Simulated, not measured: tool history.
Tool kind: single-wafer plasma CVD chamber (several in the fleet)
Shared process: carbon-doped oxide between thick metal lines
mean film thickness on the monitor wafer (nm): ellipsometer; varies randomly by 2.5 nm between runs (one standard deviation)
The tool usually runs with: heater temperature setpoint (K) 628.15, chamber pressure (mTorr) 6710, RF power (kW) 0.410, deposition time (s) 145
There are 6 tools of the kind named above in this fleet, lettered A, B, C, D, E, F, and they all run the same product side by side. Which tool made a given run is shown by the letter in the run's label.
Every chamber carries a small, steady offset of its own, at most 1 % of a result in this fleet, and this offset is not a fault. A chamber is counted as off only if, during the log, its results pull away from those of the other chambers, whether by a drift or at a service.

run   hour  heater temperature setpoint (K)  chamber pressure (mTorr)  RF power (kW)  deposition time (s)  read-back reference wafer on the same gauge, thickness_nm  mean film thickness on the monitor wafer (nm)
 1E    7.2                           628.15                      6710          0.410                  145                                                     759.61                                         651.83
 2F   19.4                           628.15                      6710          0.410                  145                                                     759.27                                         651.92
 3D   26.7                           628.15                      6710          0.410                  145                                                     758.93                                         654.91
 4A   35.0                           628.15                      6710          0.410                  145                                                     758.70                                         649.94
      38.8  -- chamber C: thermocouple changed; heater temperature recalibrated
 5B   42.9                           628.15                      6710          0.410                  145                                                     758.76                                         657.58
 6C   55.4                           628.15                      6710          0.410                  145                                                     758.43                                         655.39
 7E   62.4                           628.15                      6710          0.410                  145                                                     758.71                                         651.75
 8F   70.5                           628.15                      6710          0.410                  145                                                     759.34                                         653.59
 9A   80.3                           628.15                      6710          0.410                  145                                                     758.85                                         647.81
10D   87.7                           628.15                      6710          0.410                  145                                                     758.86                                         655.88
11B   97.9                           628.15                      6710          0.410                  145                                                     758.29                                         660.65
12C  108.6                           628.15                      6710          0.410                  145                                                     759.29                                         657.40
13A  120.7                           628.15                      6710          0.410                  145                                                     759.04                                         648.04
14B  132.4                           628.15                      6710          0.410                  145                                                     758.52                                         658.28
15D  145.0                           628.15                      6710          0.410                  145                                                     758.61                                         656.09
16C  151.5                           628.15                      6710          0.410                  145                                                     758.44                                         656.71
17F  162.8                           628.15                      6710          0.410                  145                                                     758.30                                         651.15
18E  175.8                           628.15                      6710          0.410                  145                                                     759.04                                         648.57
19B  187.5                           628.15                      6710          0.410                  145                                                     759.08                                         655.09
20E  194.8                           628.15                      6710          0.410                  145                                                     758.73                                         650.89
21D  203.6                           628.15                      6710          0.410                  145                                                     758.19                                         653.69
22A  215.0                           628.15                      6710          0.410                  145                                                     759.48                                         648.89
23C  225.4                           628.15                      6710          0.410                  145                                                     758.61                                         657.16
24F  233.8                           628.15                      6710          0.410                  145                                                     759.12                                         648.81
25B  242.7                           628.15                      6710          0.410                  145                                                     759.49                                         659.02
26D  253.2                           628.15                      5240          0.485                  145                                                     759.56                                         717.98
     253.7  -- chamber B: thermocouple changed; heater temperature recalibrated
27F  260.1                           628.15                      5240          0.485                  145                                                     759.50                                         710.06
28A  267.6                           628.15                      5240          0.485                  145                                                     758.69                                         709.76
29C  278.4                           628.15                      5240          0.485                  145                                                     758.76                                         716.10
30E  287.3                           628.15                      5240          0.485                  145                                                     758.38                                         711.63
31A  295.4                           628.15                      5240          0.485                  145                                                     758.98                                         708.07
32E  305.1                           628.15                      6710          0.410                  145                                                     758.91                                         653.13
     309.3  -- chamber F: thermocouple changed; heater temperature recalibrated
33F  314.3                           628.15                      6710          0.410                  145                                                     758.09                                         650.63
34C  324.4                           628.15                      6710          0.410                  145                                                     758.30                                         661.10
35D  332.9                           628.15                      6710          0.410                  145                                                     758.68                                         656.55
36B  339.8                           628.15                      6710          0.410                  145                                                     759.39                                         657.06
37B  348.3                           628.15                      7720          0.410                  164                                                     759.32                                         748.99
38D  357.2                           628.15                      7720          0.410                  164                                                     759.76                                         749.77
     366.7  -- chamber A: RF generator calibrated
39F  369.4                           628.15                      7720          0.410                  164                                                     757.98                                         744.33
40A  380.5                           628.15                      7720          0.410                  164                                                     759.34                                         737.82

Next, all 6 chambers run the settings below, one line each with question marks for the results. What does each chamber give?
41A  389.9                           628.15                      6710          0.410                  154                                                                                                         ?
41B  389.9                           628.15                      6710          0.410                  154                                                                                                         ?
41C  389.9                           628.15                      6710          0.410                  154                                                                                                         ?
41D  389.9                           628.15                      6710          0.410                  154                                                                                                         ?
41E  389.9                           628.15                      6710          0.410                  154                                                                                                         ?
41F  389.9                           628.15                      6710          0.410                  154                                                                                                         ?

run  mean film thickness on the monitor wafer (nm)
41A                                         688.46
41B                                         700.61
41C                                         695.97
41D                                         698.93
41E                                         689.29
41F                                         687.61

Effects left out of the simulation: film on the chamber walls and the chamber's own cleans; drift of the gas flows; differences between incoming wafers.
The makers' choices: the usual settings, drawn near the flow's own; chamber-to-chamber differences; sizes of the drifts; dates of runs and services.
